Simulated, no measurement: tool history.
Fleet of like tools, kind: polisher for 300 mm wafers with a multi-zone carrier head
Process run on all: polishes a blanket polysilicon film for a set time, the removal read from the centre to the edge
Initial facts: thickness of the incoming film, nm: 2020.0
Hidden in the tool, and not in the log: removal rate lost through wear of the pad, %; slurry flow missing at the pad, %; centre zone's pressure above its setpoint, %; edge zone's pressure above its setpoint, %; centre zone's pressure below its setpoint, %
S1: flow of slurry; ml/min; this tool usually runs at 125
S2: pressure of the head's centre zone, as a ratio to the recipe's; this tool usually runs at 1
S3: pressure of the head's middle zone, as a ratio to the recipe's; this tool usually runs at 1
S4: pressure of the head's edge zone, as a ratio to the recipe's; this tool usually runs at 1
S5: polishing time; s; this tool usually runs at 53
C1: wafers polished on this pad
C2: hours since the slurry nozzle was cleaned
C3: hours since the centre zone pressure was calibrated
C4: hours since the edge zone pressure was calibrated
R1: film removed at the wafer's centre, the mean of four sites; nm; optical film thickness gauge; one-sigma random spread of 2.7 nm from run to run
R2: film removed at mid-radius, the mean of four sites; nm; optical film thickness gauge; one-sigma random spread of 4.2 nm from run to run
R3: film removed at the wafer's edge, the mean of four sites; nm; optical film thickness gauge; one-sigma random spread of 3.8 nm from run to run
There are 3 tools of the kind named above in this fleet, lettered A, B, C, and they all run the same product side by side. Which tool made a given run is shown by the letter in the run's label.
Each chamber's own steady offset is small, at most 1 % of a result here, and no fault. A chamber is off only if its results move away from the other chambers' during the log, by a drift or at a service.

| run | hour | S1 | S2 | S3 | S4 | S5 | C1 | C2 | C3 | C4 | R1 | R2 | R3 |
|---|---|---|---|---|---|---|---|---|---|---|---|---|---|
|  | 0.9 | chamber B: worn pad replaced by a new one |
| 1C | 3.8 | 125 | 1 | 1 | 1 | 53 | 410 | 101.3 | 436.2 | 1196.4 | 343.42 | 337.23 | 341.48 |
| 2A | 6.9 | 125 | 1 | 1 | 1 | 53 | 781 | 225.3 | 591.8 | 1155.1 | 341.15 | 334.8 | 340.5 |
| 3B | 11.1 | 125 | 1 | 1 | 1 | 53 | 88 | 489 | 199.7 | 158.3 | 341.79 | 335.72 | 340.33 |
| 4B | 13.7 | 125 | 1 | 1 | 1 | 53 | 110 | 491.6 | 202.3 | 160.9 | 338.62 | 339.94 | 335.97 |
| 5A | 18 | 125 | 1 | 1 | 1 | 53 | 877 | 236.4 | 602.9 | 1166.2 | 339.37 | 335.36 | 341.98 |
|  | 18.1 | chamber B: slurry nozzle cleaned |
| 6C | 23.2 | 125 | 1.08 | 1 | 1 | 70 | 578 | 120.7 | 455.6 | 1215.8 | 489.69 | 446.1 | 442 |
|  | 25.3 | chamber A: slurry nozzle cleaned |
|  | 25.9 | chamber A: edge zone pressure recalibrated |
| 7C | 26.7 | 125 | 1.08 | 1 | 1 | 70 | 608 | 124.2 | 459.1 | 1219.3 | 485.31 | 438.63 | 449.58 |
| 8A | 30.4 | 125 | 1.08 | 1 | 1 | 70 | 984 | 5.1 | 615.3 | 4.5 | 494.61 | 446.13 | 442.28 |
| 9B | 33.3 | 125 | 1 | 1 | 1 | 53 | 279 | 15.2 | 221.9 | 180.5 | 341.21 | 337.69 | 344.76 |
| 10C | 35.9 | 125 | 1 | 1 | 1 | 53 | 687 | 133.4 | 468.3 | 1228.5 | 340.19 | 340.39 | 345.63 |
| 11B | 38.8 | 125 | 1 | 0.96 | 1.06 | 53 | 327 | 20.7 | 227.4 | 186 | 341.13 | 320.22 | 346.47 |
| 12A | 41.7 | 125 | 1 | 0.96 | 1.06 | 53 | 1081 | 16.4 | 626.6 | 15.8 | 341.09 | 325.41 | 348.21 |
| 13A | 44.1 | 125 | 1 | 0.96 | 1.06 | 53 | 1102 | 18.8 | 629 | 18.2 | 343.14 | 330.16 | 352.67 |
|  | 48.2 | chamber A: worn pad replaced by a new one |
| 14C | 49.2 | 155 | 1 | 1 | 1 | 53 | 802 | 146.7 | 481.6 | 1241.8 | 357.11 | 346.62 | 346.75 |
| 15B | 53.8 | 155 | 1 | 1 | 1 | 53 | 456 | 35.7 | 242.4 | 201 | 359.84 | 361.87 | 350.05 |
|  | 56.2 | chamber B: worn pad replaced by a new one |
| 16A | 57.5 | 155 | 1 | 1 | 1 | 53 | 80 | 32.2 | 642.4 | 31.6 | 354.67 | 356.89 | 349.62 |
| 17B | 62.5 | 125 | 1.04 | 1 | 1 | 53 | 54 | 44.4 | 251.1 | 209.7 | 356.77 | 343.58 | 339.06 |
| 18C | 65.7 | 125 | 1.04 | 1 | 1 | 53 | 944 | 163.2 | 498.1 | 1258.3 | 355.39 | 342.19 | 342.9 |
| 19C | 68.3 | 125 | 1.04 | 1 | 1 | 53 | 967 | 165.8 | 500.7 | 1260.9 | 355.73 | 341.94 | 339.12 |
| 20B | 73.1 | 125 | 1 | 1 | 1 | 53 | 146 | 55 | 261.7 | 220.3 | 336.99 | 336.04 | 345.25 |
| 21A | 76.3 | 125 | 1 | 1 | 1 | 53 | 242 | 51 | 661.2 | 50.4 | 344.83 | 343.66 | 334.43 |
| 22B | 80.8 | 125 | 1 | 1 | 1 | 53 | 212 | 62.7 | 269.4 | 228 | 340.78 | 346.84 | 340.72 |
| 23A | 85.8 | 125 | 1 | 1 | 1 | 53 | 324 | 60.5 | 670.7 | 59.9 | 339.89 | 342.65 | 338.81 |
| 24C | 89.3 | 125 | 1 | 1 | 1 | 53 | 1148 | 186.8 | 521.7 | 1281.9 | 338.12 | 341.24 | 339.86 |
| 25C | 94.3 | 125 | 1 | 1 | 1 | 53 | 1191 | 191.8 | 526.7 | 1286.9 | 336.82 | 337.1 | 338.85 |
| 26B | 99.3 | 125 | 1 | 1 | 1 | 53 | 372 | 81.2 | 287.9 | 246.5 | 335.82 | 334.34 | 336.59 |
| 27A | 104.4 | 125 | 1 | 1 | 1 | 53 | 485 | 79.1 | 689.3 | 78.5 | 339.45 | 340.3 | 341.29 |
| 28A | 106.6 | 125 | 1 | 1 | 1 | 53 | 503 | 81.3 | 691.5 | 80.7 | 339.75 | 342.73 | 337.84 |
| 29C | 110.5 | 125 | 1 | 1 | 1.08 | 53 | 1330 | 208 | 542.9 | 1303.1 | 334.67 | 340.33 | 353.07 |
| 30B | 113.2 | 125 | 1 | 1 | 1.08 | 53 | 491 | 95.1 | 301.8 | 260.4 | 337.79 | 331.99 | 344.57 |
|  | 114.4 | chamber B: worn pad replaced by a new one |
| 31A | 117.4 | 125 | 1 | 1 | 1.08 | 53 | 597 | 92.1 | 702.3 | 91.5 | 339.3 | 343.39 | 350.9 |
|  | 118.1 | chamber C: edge zone pressure recalibrated |
| 32C | 121.2 | 125 | 1 | 1.08 | 1 | 53 | 1423 | 218.7 | 553.6 | 3.1 | 336.72 | 368.04 | 334.18 |
|  | 121.5 | chamber C: worn pad replaced by a new one |
| 33B | 123.7 | 125 | 1 | 1.08 | 1 | 53 | 80 | 105.6 | 312.3 | 270.9 | 340.04 | 367.73 | 334.47 |
| 34A | 126.4 | 125 | 1 | 1.08 | 1 | 53 | 674 | 101.1 | 711.3 | 100.5 | 341.72 | 362.07 | 336.47 |
| 35C | 129.7 | 100 | 0.93 | 1 | 1 | 53 | 70 | 227.2 | 562.1 | 11.6 | 290.74 | 324.49 | 327.68 |
| 36B | 134.9 | 100 | 0.93 | 1 | 1 | 53 | 177 | 116.8 | 323.5 | 282.1 | 291.83 | 318.31 | 319.61 |
| 37A | 139.4 | 100 | 0.93 | 1 | 1 | 53 | 786 | 114.1 | 724.3 | 113.5 | 293.4 | 324.83 | 326.11 |
| 38B | 142.5 | 125 | 1 | 1 | 1 | 53 | 242 | 124.4 | 331.1 | 289.7 | 338.46 | 332.92 | 344.36 |
| 39C | 145.6 | 125 | 1 | 1 | 1 | 53 | 207 | 243.1 | 578 | 27.5 | 335.1 | 339.98 | 338.92 |
| 40C | 148.9 | 125 | 1 | 1 | 1 | 53 | 236 | 246.4 | 581.3 | 30.8 | 338.51 | 337.04 | 338.98 |
| 41A | 152.2 | 125 | 1 | 1 | 1.05 | 53 | 897 | 126.9 | 737.1 | 126.3 | 342.09 | 344.52 | 349.26 |

Is one chamber out of step, is the gauge drifting, or do the chambers differ by no more than their own small offsets? For an off chamber, give its letter and the likeliest cause.

The fleet is healthy, with each chamber sitting at its usual small offset and no drift in the gauge.
